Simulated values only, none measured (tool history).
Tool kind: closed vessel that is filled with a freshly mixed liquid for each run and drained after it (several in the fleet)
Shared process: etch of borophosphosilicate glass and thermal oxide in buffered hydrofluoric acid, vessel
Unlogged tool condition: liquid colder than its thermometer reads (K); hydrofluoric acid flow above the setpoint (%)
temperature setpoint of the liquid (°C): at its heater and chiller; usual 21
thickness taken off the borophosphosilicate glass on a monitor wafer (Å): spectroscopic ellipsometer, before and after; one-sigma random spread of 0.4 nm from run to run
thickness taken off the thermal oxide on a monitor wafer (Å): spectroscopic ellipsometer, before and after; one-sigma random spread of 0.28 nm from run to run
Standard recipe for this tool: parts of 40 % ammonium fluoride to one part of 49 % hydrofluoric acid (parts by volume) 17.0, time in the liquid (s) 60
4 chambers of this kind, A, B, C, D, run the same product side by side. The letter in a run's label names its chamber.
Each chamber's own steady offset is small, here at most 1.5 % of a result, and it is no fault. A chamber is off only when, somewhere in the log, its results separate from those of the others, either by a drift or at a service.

| run | day | temperature setpoint of the liquid (°C) | parts of 40 % ammonium fluoride to one part of 49 % hydrofluoric acid (parts by volume) | time in the liquid (s) | hours since the thermometer was replaced | hours since the hydrofluoric acid flow meter was replaced | read-back film thickness of the borophosphosilicate glass reference wafer, read on the same gauge (nm) | read-back film thickness of the thermal oxide reference wafer, read on the same gauge (nm) | thickness taken off the borophosphosilicate glass on a monitor wafer (Å) | thickness taken off the thermal oxide on a monitor wafer (Å) |
|---|---|---|---|---|---|---|---|---|---|---|
| 1B | 0.308 | 21 | 17.0 | 60 | 83.5 | 19.3 | 89.984 | 110.03 | 775.90 | 358.54 |
| 2A | 0.588 | 21 | 17.0 | 60 | 21.0 | 578.9 | 90.011 | 109.99 | 785.08 | 344.39 |
| 3C | 0.858 | 21 | 17.0 | 60 | 1439.8 | 415.0 | 90.001 | 109.97 | 771.81 | 349.31 |
| 4D | 1.067 | 21 | 17.0 | 60 | 968.5 | 657.2 | 90.013 | 110.02 | 786.53 | 357.18 |
| 5C | 1.400 | 24 | 17.0 | 75 | 1452.8 | 428.0 | 89.988 | 110.01 | 1147.90 | 512.17 |
| 6A | 1.675 | 24 | 17.0 | 75 | 47.1 | 605.0 | 90.006 | 110.02 | 1152.50 | 515.99 |
| 7D | 2.067 | 24 | 17.0 | 75 | 992.5 | 681.2 | 90.005 | 110.02 | 1150.20 | 522.74 |
| 8B | 2.262 | 24 | 17.0 | 75 | 130.4 | 66.2 | 89.995 | 109.98 | 1139.00 | 522.01 |
| 9D | 2.488 | 21 | 17.0 | 60 | 1002.6 | 691.3 | 90.031 | 109.99 | 785.08 | 354.43 |
|  | 2.596 | chamber D: hydrofluoric acid flow meter replaced |
| 10B | 2.871 | 21 | 17.0 | 60 | 145.0 | 80.8 | 89.988 | 109.98 | 770.37 | 352.78 |
| 11A | 3.088 | 21 | 17.0 | 60 | 81.0 | 638.9 | 90.020 | 109.98 | 786.73 | 349.43 |
| 12C | 3.392 | 21 | 17.0 | 60 | 1500.6 | 475.8 | 90.013 | 109.97 | 767.29 | 353.23 |
| 13C | 3.725 | 21 | 19.0 | 95 | 1508.6 | 483.8 | 89.976 | 109.98 | 1096.90 | 501.65 |
| 14A | 3.917 | 21 | 19.0 | 95 | 100.9 | 658.8 | 89.994 | 109.99 | 1112.00 | 492.60 |
| 15B | 4.275 | 21 | 19.0 | 95 | 178.7 | 114.5 | 90.008 | 110.02 | 1099.80 | 503.81 |
| 16D | 4.608 | 21 | 19.0 | 95 | 1053.5 | 48.3 | 90.004 | 109.98 | 1109.10 | 499.72 |
| 17A | 4.912 | 23 | 17.0 | 60 | 124.8 | 682.7 | 90.013 | 110.03 | 881.71 | 383.50 |
| 18D | 5.196 | 23 | 17.0 | 60 | 1067.6 | 62.4 | 90.004 | 109.97 | 874.60 | 394.02 |
| 19B | 5.467 | 23 | 17.0 | 60 | 207.3 | 143.1 | 90.003 | 109.98 | 857.28 | 396.02 |
| 20C | 5.808 | 23 | 17.0 | 60 | 1558.6 | 533.8 | 90.016 | 110.01 | 859.60 | 393.81 |
| 21A | 6.008 | 21 | 17.0 | 60 | 151.1 | 709.0 | 90.020 | 109.96 | 782.87 | 347.23 |
| 22C | 6.404 | 21 | 17.0 | 60 | 1572.9 | 548.1 | 90.003 | 109.94 | 778.47 | 350.90 |
| 23B | 6.675 | 21 | 23.5 | 60 | 236.3 | 172.1 | 90.001 | 110.01 | 590.26 | 272.42 |
| 24D | 7.046 | 21 | 23.5 | 60 | 1112.0 | 106.8 | 90.010 | 109.99 | 595.53 | 268.42 |
| 25C | 7.383 | 21 | 23.5 | 60 | 1596.4 | 571.6 | 89.985 | 110.02 | 589.50 | 264.37 |
| 26D | 7.575 | 21 | 23.5 | 60 | 1124.7 | 119.5 | 89.993 | 110.03 | 593.68 | 268.35 |
| 27A | 7.925 | 21 | 17.0 | 60 | 197.1 | 755.0 | 90.022 | 109.97 | 785.80 | 349.26 |
| 28B | 8.150 | 21 | 17.0 | 60 | 271.7 | 207.5 | 89.997 | 110.05 | 773.21 | 351.92 |
| 29C | 8.408 | 21 | 17.0 | 60 | 1621.0 | 596.2 | 90.010 | 109.97 | 768.13 | 350.83 |

What goes on in this fleet: one chamber off, a drifting gauge, or nothing beyond the chambers' own small offsets? Name the chamber and the cause, if any.

Neither any chamber nor the gauge drifts; the chambers differ only by their own small, steady offsets.

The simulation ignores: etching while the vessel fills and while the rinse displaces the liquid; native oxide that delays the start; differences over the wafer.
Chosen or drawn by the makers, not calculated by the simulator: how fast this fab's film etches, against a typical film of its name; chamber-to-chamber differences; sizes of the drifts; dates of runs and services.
